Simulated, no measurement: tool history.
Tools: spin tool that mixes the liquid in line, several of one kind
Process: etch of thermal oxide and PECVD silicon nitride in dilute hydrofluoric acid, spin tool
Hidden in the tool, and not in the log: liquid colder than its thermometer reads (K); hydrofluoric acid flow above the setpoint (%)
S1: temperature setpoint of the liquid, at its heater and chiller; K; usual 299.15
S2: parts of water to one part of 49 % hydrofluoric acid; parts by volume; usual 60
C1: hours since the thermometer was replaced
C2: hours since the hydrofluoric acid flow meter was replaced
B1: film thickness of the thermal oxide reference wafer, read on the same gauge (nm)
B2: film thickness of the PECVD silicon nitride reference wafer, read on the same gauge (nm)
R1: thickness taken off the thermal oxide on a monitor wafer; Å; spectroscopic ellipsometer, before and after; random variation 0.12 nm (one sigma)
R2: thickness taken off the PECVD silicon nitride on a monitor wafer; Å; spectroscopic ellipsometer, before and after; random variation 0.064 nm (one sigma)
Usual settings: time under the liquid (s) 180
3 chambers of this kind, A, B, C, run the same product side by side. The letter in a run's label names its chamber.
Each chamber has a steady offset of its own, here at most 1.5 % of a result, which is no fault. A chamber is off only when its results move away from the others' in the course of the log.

Run 1C, day 0.412: usual settings; C1 1335.5; C2 320.7; B1 120.00; B2 149.99. Result: R1 157.780 Å, R2 111.640 Å.
Run 2A, day 0.825: usual settings; C1 137.3; C2 1725.5; B1 120.03; B2 150.01. Result: R1 158.900 Å, R2 113.070 Å.
Run 3B, day 1.146: usual settings; C1 1606.7; C2 919.7; B1 119.99; B2 150.05. Result: R1 160.650 Å, R2 110.780 Å.
Run 4A, day 1.604: usual settings; C1 156.0; C2 1744.2; B1 120.01; B2 150.03. Result: R1 159.940 Å, R2 113.970 Å.
Run 5B, day 2.092: usual settings but S1 294.65 K; C1 1629.4; C2 942.4; B1 119.99; B2 149.96. Result: R1 133.710 Å, R2 83.138 Å.
Run 6C, day 2.329: usual settings but S1 294.65 K; C1 1381.5; C2 366.7; B1 120.02; B2 150.02. Result: R1 131.940 Å, R2 82.146 Å.
Run 7B, day 2.704: usual settings but S1 294.65 K; C1 1644.1; C2 957.1; B1 119.99; B2 149.99. Result: R1 131.160 Å, R2 83.307 Å.
Run 8A, day 3.217: usual settings; C1 194.7; C2 1782.9; B1 120.00; B2 149.98. Result: R1 159.980 Å, R2 113.090 Å.
Run 9C, day 3.617: usual settings; C1 1412.4; C2 397.6; B1 120.00; B2 149.97. Result: R1 155.550 Å, R2 111.550 Å.
Run 10A, day 3.962: usual settings; C1 212.6; C2 1800.8; B1 119.99; B2 150.04. Result: R1 159.390 Å, R2 113.250 Å.
Run 11C, day 4.271: usual settings; C1 1428.1; C2 413.3; B1 120.01; B2 150.01. Result: R1 157.430 Å, R2 112.190 Å.
Run 12B, day 4.683: usual settings but S1 295.15 K; C1 1691.6; C2 1004.6; B1 120.01; B2 150.01. Result: R1 136.230 Å, R2 86.386 Å.
Run 13B, day 4.938: usual settings but S1 295.15 K; C1 1697.7; C2 1010.7; B1 119.99; B2 150.03. Result: R1 135.640 Å, R2 86.054 Å.
Run 14C, day 5.371: usual settings but S1 295.15 K; C1 1454.5; C2 439.7; B1 120.01; B2 150.02. Result: R1 135.120 Å, R2 85.091 Å.
Run 15A, day 5.633: usual settings; C1 252.7; C2 1840.9; B1 119.97; B2 150.00. Result: R1 159.980 Å, R2 114.380 Å.
Run 16A, day 5.946: usual settings; C1 260.2; C2 1848.4; B1 120.01; B2 149.97. Result: R1 158.500 Å, R2 113.510 Å.
Run 17B, day 6.292: usual settings; C1 1730.2; C2 1043.2; B1 120.00; B2 149.97. Result: R1 158.630 Å, R2 111.700 Å.
Run 18C, day 6.529: usual settings; C1 1482.3; C2 467.5; B1 119.99; B2 149.98. Result: R1 156.700 Å, R2 111.320 Å.
Run 19B, day 7.046: usual settings; C1 1748.3; C2 1061.3; B1 120.02; B2 150.03. Result: R1 159.160 Å, R2 111.300 Å.
Run 20C, day 7.300: usual settings; C1 1500.8; C2 486.0; B1 120.01; B2 149.98. Result: R1 158.520 Å, R2 110.570 Å.
Run 21A, day 7.625: usual settings; C1 300.5; C2 1888.7; B1 120.01; B2 149.96. Result: R1 159.740 Å, R2 112.090 Å.
Run 22C, day 7.892: usual settings; C1 1515.0; C2 500.2; B1 120.00; B2 149.99. Result: R1 158.940 Å, R2 111.230 Å.
Run 23B, day 8.367: usual settings but S2 45 parts by volume, time under the liquid (s) 120; C1 1780.0; C2 1093.0; B1 120.00; B2 150.01. Result: R1 144.590 Å, R2 98.939 Å.
Run 24A, day 8.621: usual settings but S2 45 parts by volume, time under the liquid (s) 120; C1 324.4; C2 1912.6; B1 120.00; B2 149.95. Result: R1 144.080 Å, R2 99.267 Å.
Run 25B, day 8.971: usual settings but S2 45 parts by volume, time under the liquid (s) 120; C1 1794.5; C2 1107.5; B1 120.01; B2 150.01. Result: R1 143.070 Å, R2 99.355 Å.
Run 26C, day 9.408: usual settings; C1 1551.4; C2 536.6; B1 120.00; B2 149.97. Result: R1 157.570 Å, R2 111.810 Å.
Run 27A, day 9.804: usual settings; C1 352.8; C2 1941.0; B1 120.00; B2 149.99. Result: R1 160.660 Å, R2 112.070 Å.
Run 28B, day 10.058: usual settings; C1 1820.6; C2 1133.6; B1 119.98; B2 149.97. Result: R1 157.630 Å, R2 112.050 Å.
Run 29A, day 10.550: usual settings; C1 370.7; C2 1958.9; B1 120.00; B2 149.99. Result: R1 158.720 Å, R2 111.810 Å.
Run 30C, day 10.988: usual settings; C1 1589.3; C2 574.5; B1 120.01; B2 150.02. Result: R1 156.920 Å, R2 111.120 Å.
Run 31A, day 11.342: usual settings; C1 389.7; C2 1977.9; B1 120.01; B2 149.98. Result: R1 160.090 Å, R2 113.910 Å.
Run 32C, day 11.871: usual settings; C1 1610.5; C2 595.7; B1 120.00; B2 149.97. Result: R1 157.480 Å, R2 111.460 Å.
Run 33B, day 12.267: usual settings but S1 301.65 K; C1 1873.6; C2 1186.6; B1 119.99; B2 150.01. Result: R1 174.660 Å, R2 131.060 Å.
Run 34B, day 12.592: usual settings but S1 301.65 K; C1 1881.4; C2 1194.4; B1 119.99; B2 150.00. Result: R1 174.230 Å, R2 131.360 Å.
Run 35A, day 13.021: usual settings but S1 301.65 K; C1 430.0; C2 2018.2; B1 119.99; B2 150.00. Result: R1 177.350 Å, R2 133.930 Å.
Run 36C, day 13.471: usual settings but S2 70 parts by volume, time under the liquid (s) 75; C1 1648.9; C2 634.1; B1 120.00; B2 150.01. Result: R1 55.578 Å, R2 39.422 Å.
Run 37B, day 13.717: usual settings but S2 70 parts by volume, time under the liquid (s) 75; C1 1908.4; C2 1221.4; B1 119.98; B2 150.00. Result: R1 56.225 Å, R2 40.269 Å.
Run 38C, day 14.162: usual settings but S2 70 parts by volume, time under the liquid (s) 75; C1 1665.5; C2 650.7; B1 120.02; B2 149.99. Result: R1 56.098 Å, R2 39.919 Å.
At day 14.250: chamber A: hydrofluoric acid flow meter replaced.
Run 39A, day 14.633: usual settings; C1 468.7; C2 9.2; B1 119.99; B2 150.00. Result: R1 158.750 Å, R2 113.250 Å.

All 3 chambers run these settings next. Forecast each chamber's results:
Run 40A, day 15.012: usual settings but S2 45 parts by volume. Result: R1 ?, R2 ?.
Run 40B, day 15.012: usual settings but S2 45 parts by volume. Result: R1 ?, R2 ?.
Run 40C, day 15.012: usual settings but S2 45 parts by volume. Result: R1 ?, R2 ?.

run       R1       R2
40A  216.400  151.720
40B  216.110  149.270
40C  214.890  146.430

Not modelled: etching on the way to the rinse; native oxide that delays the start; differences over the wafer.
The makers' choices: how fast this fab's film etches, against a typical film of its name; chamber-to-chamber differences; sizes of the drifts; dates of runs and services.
